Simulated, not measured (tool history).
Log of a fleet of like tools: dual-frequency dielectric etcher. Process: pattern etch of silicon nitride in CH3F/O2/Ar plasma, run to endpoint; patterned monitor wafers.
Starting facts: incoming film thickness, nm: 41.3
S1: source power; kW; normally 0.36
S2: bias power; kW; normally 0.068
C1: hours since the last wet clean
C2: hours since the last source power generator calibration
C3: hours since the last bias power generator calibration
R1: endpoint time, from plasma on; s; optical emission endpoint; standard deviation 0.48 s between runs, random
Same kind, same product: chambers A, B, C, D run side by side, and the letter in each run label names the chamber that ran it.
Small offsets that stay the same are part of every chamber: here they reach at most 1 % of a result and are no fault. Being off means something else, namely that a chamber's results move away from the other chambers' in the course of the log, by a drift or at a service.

run	hour	S1	S2	C1	C2	C3	R1
1B	5.7	0.36	0.068	245.1	975.3	3913.8	63.008
2A	12	0.36	0.068	31.3	2207.7	1399.3	64.569
3C	16.6	0.36	0.068	397.9	961.6	1389.6	63.033
4D	22.5	0.36	0.068	157.7	4041.4	3062.4	62.831
5B	28.3	0.36	0.068	267.7	997.9	3936.4	63.551
6C	33.3	0.36	0.068	414.6	978.3	1406.3	62.471
7A	38.3	0.36	0.068	57.6	2234	1425.6	63.296
8D	44.5	0.36	0.068	179.7	4063.4	3084.4	62.322
9D	49.1	0.36	0.082	184.3	4068	3089	59.078
10A	55.7	0.36	0.082	75	2251.4	1443	58.66
11B	60.2	0.36	0.082	299.6	1029.8	3968.3	58.773
12C	65.8	0.36	0.082	447.1	1010.8	1438.8	59.295
13A	70.3	0.36	0.068	89.6	2266	1457.6	63.287
14D	73.8	0.43	0.051	209	4092.7	3113.7	65.102
15C	78.6	0.43	0.051	459.9	1023.6	1451.6	64.258
16B	84.4	0.43	0.051	323.8	1054	3992.5	65.051
17C	89.3	0.43	0.051	470.6	1034.3	1462.3	64.508
18B	94.2	0.28	0.068	333.6	1063.8	4002.3	69.508
19A	100.3	0.28	0.068	119.6	2296	1487.6	69.351
20D	104.6	0.28	0.068	239.8	4123.5	3144.5	69.336
21A	108.5	0.28	0.068	127.8	2304.2	1495.8	70.091
22C	111.5	0.36	0.068	492.8	1056.5	1484.5	63.198
23B	117.9	0.36	0.068	357.3	1087.5	4026	63.373
24D	122.1	0.36	0.068	257.3	4141	3162	63.239
25C	127	0.36	0.068	508.3	1072	1500	62.44
26D	130.3	0.36	0.068	265.5	4149.2	3170.2	64.228
27A	133.9	0.36	0.068	153.2	2329.6	1521.2	63.964
28B	139.9	0.36	0.068	379.3	1109.5	4048	63.539
# hour 141.8: chamber D: bias power generator calibrated
29B	146.2	0.29	0.075	385.6	1115.8	4054.3	66.565
30C	151.4	0.29	0.075	532.7	1096.4	1524.4	66.131
31D	156.3	0.29	0.075	291.5	4175.2	14.5	66.997
32A	160	0.29	0.075	179.3	2355.7	1547.3	66.585
33A	163.1	0.36	0.068	182.4	2358.8	1550.4	62.813
34D	169.7	0.36	0.068	304.9	4188.6	27.9	62.873
35B	173.5	0.36	0.068	412.9	1143.1	4081.6	63.529
36C	179.2	0.36	0.068	560.5	1124.2	1552.2	63.114
37B	184	0.36	0.068	423.4	1153.6	4092.1	63.066
38D	189.5	0.36	0.068	324.7	4208.4	47.7	63.076

Is one chamber out of step, is the gauge drifting, or do the chambers differ by no more than their own small offsets? For an off chamber, give its letter and the likeliest cause.

The fleet is healthy, with each chamber sitting at its usual small offset and no drift in the gauge.
